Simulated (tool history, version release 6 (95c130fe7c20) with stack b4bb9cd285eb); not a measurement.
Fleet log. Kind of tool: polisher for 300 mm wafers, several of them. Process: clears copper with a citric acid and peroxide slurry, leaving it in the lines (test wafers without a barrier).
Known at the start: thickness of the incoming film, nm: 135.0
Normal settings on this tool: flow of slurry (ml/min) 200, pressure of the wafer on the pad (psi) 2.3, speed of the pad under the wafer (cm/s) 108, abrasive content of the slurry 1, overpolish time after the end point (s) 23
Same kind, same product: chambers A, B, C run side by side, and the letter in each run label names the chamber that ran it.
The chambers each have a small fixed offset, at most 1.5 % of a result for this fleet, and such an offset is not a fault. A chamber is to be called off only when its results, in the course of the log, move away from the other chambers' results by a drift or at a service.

run,hour,flow of slurry (ml/min),pressure of the wafer on the pad (psi),speed of the pad under the wafer (cm/s),abrasive content of the slurry,overpolish time after the end point (s),wafers polished on this pad,hours since the slurry nozzle was cleaned,hours since the head pressure was calibrated,hours since the slurry blender was calibrated,time until the end point was called (s),dishing of a wide line in a test structure (nm)
1A,12.7,200,2.3,108,1,23,572,394.3,209.3,212.7,68.907,31.576
2B,20.1,200,2.3,108,1,23,567,126.1,147.1,133.6,66.676,31.827
3C,27.9,200,2.3,108,1,23,213,413.6,282.6,331.3,71.058,31.351
4B,41.2,200,2.3,108,1,23,668,147.2,168.2,154.7,68.651,31.44
# hour 53.6: chamber B: worn pad replaced by a new one
5A,54.5,200,2.3,108,1,23,772,436.1,251.1,254.5,66.906,30.949
# hour 62.1: chamber A: slurry nozzle cleaned
6C,62.4,200,2.3,108,1,23,379,448.1,317.1,365.8,71.433,30.847
7A,69,200,2.3,108,1,23,842,7,265.6,269,67.801,32.6
8B,76.6,200,2.3,108,1,23,110,182.6,203.6,190.1,66.531,31.163
# hour 86.5: chamber B: slurry blender recalibrated
9C,89.9,200,2.3,108,1,23,510,475.6,344.6,393.3,68.844,30.372
10C,103.6,200,2.3,108,1,23,576,489.3,358.3,407,66.535,32.066
11A,114.2,200,2.3,108,1,23,1058,52.2,310.8,314.2,68.296,30.283
12B,120.9,200,2.3,108,1,23,322,226.9,247.9,34.5,64.392,31.359
# hour 129.2: chamber A: worn pad replaced by a new one
13C,134.8,200,2.3,108,1,23,725,520.5,389.5,438.2,71.561,30.115
14A,144.1,200,2.3,108,1,23,71,82.1,340.7,344.1,68.882,29.693
# hour 145.9: chamber B: slurry nozzle cleaned
15B,156.2,200,2.3,108,1,23,491,10.3,283.2,69.8,66.642,31.267
# hour 159.5: chamber C: head pressure recalibrated
16C,165.6,200,2.3,108,1,23,873,551.3,6.2,469,68.208,31.948
17A,180,200,2.3,108,1,23,243,118,376.6,380,69.348,32.242
# hour 182.4: chamber A: slurry blender recalibrated
# hour 191.2: chamber C: slurry blender recalibrated
18B,192.4,200,2.3,108,1,23,664,46.5,319.4,106,68.758,31.828
19B,201.6,200,2.3,108,1,23,708,55.7,328.6,115.2,65.563,31.429
20C,208.9,200,2.3,108,1,23,1080,594.6,49.5,17.7,69.389,32.389
21A,222.6,155,2.7,108,1,23,447,160.6,419.2,40.2,63.233,34.01
# hour 225.4: chamber B: worn pad replaced by a new one
22A,232.6,155,2.7,108,1,23,495,170.6,429.2,50.2,61.097,36.864
23B,239.3,155,2.7,108,1,23,66,93.4,366.3,152.9,62.321,35.855
# hour 248.9: chamber C: worn pad replaced by a new one
24C,251.5,200,2.3,108,1,23,12,637.2,92.1,60.3,68.117,30.758
25A,260.2,200,2.3,108,1,23,627,198.2,456.8,77.8,65.991,32.029
# hour 266.9: chamber B: head pressure recalibrated
# hour 273.5: chamber B: slurry blender recalibrated
26C,274,200,2.3,108,1,23,120,659.7,114.6,82.8,68.502,31.903
# hour 285.2: chamber C: slurry nozzle cleaned
27B,287.2,200,2.8,108,1.25,23,296,141.3,20.3,13.7,51.983,36.312
28A,293.6,200,2.8,108,1.25,23,787,231.6,490.2,111.2,53.001,38.966
29C,301.9,200,2.8,108,1.25,23,254,16.7,142.5,110.7,54.479,39.43
30B,308.2,200,2.3,108,1,23,396,162.3,41.3,34.7,66.109,31.165
31C,321.5,200,2.3,108,1,23,347,36.3,162.1,130.3,68.546,33.179
32A,331.6,200,2.3,108,1,23,969,269.6,528.2,149.2,69.082,32.134
33B,338.6,200,2.3,108,1,23,542,192.7,71.7,65.1,68.247,31.249
34C,346.3,200,2.3,108,1,23,466,61.1,186.9,155.1,66.634,31.013
35A,352.6,200,2.3,108,1,23,1069,290.6,549.2,170.2,66.259,30.186
# hour 354.6: chamber A: worn pad replaced by a new one
36B,366.9,200,2.3,108,1,23,677,221,100,93.4,66.152,31.225
37B,379.4,200,2.3,108,1,23,737,233.5,112.5,105.9,68.918,30.212
# hour 383: chamber B: worn pad replaced by a new one
38C,392.4,200,2.3,108,1,23,687,107.2,233,201.2,68.867,32.18
39A,398.8,200,2.3,108,1,23,211,336.8,595.4,216.4,69.175,31.053
40C,408.7,200,2.3,108,1,23,765,123.5,249.3,217.5,70.661,32.164
41A,416.4,200,2.3,108,1,23,296,354.4,613,234,67.565,33.617
42B,427.5,200,2.3,96,0.7,23,213,281.6,160.6,154,79.891,25.405
43A,440,200,2.3,96,0.7,23,409,378,636.6,257.6,82.339,25.744
44C,448.4,200,2.3,96,0.7,23,955,163.2,289,257.2,82.999,25.853

Next, all 3 chambers run the settings below, one line each with question marks for the results. What does each chamber give?
45A,458.9,200,2.6,108,1,23,,,,,?,?
45B,458.9,200,2.6,108,1,23,,,,,?,?
45C,458.9,200,2.6,108,1,23,,,,,?,?

run,time until the end point was called (s),dishing of a wide line in a test structure (nm)
45A,58.718,33.806
45B,60.339,34.827
45C,58.385,33.853

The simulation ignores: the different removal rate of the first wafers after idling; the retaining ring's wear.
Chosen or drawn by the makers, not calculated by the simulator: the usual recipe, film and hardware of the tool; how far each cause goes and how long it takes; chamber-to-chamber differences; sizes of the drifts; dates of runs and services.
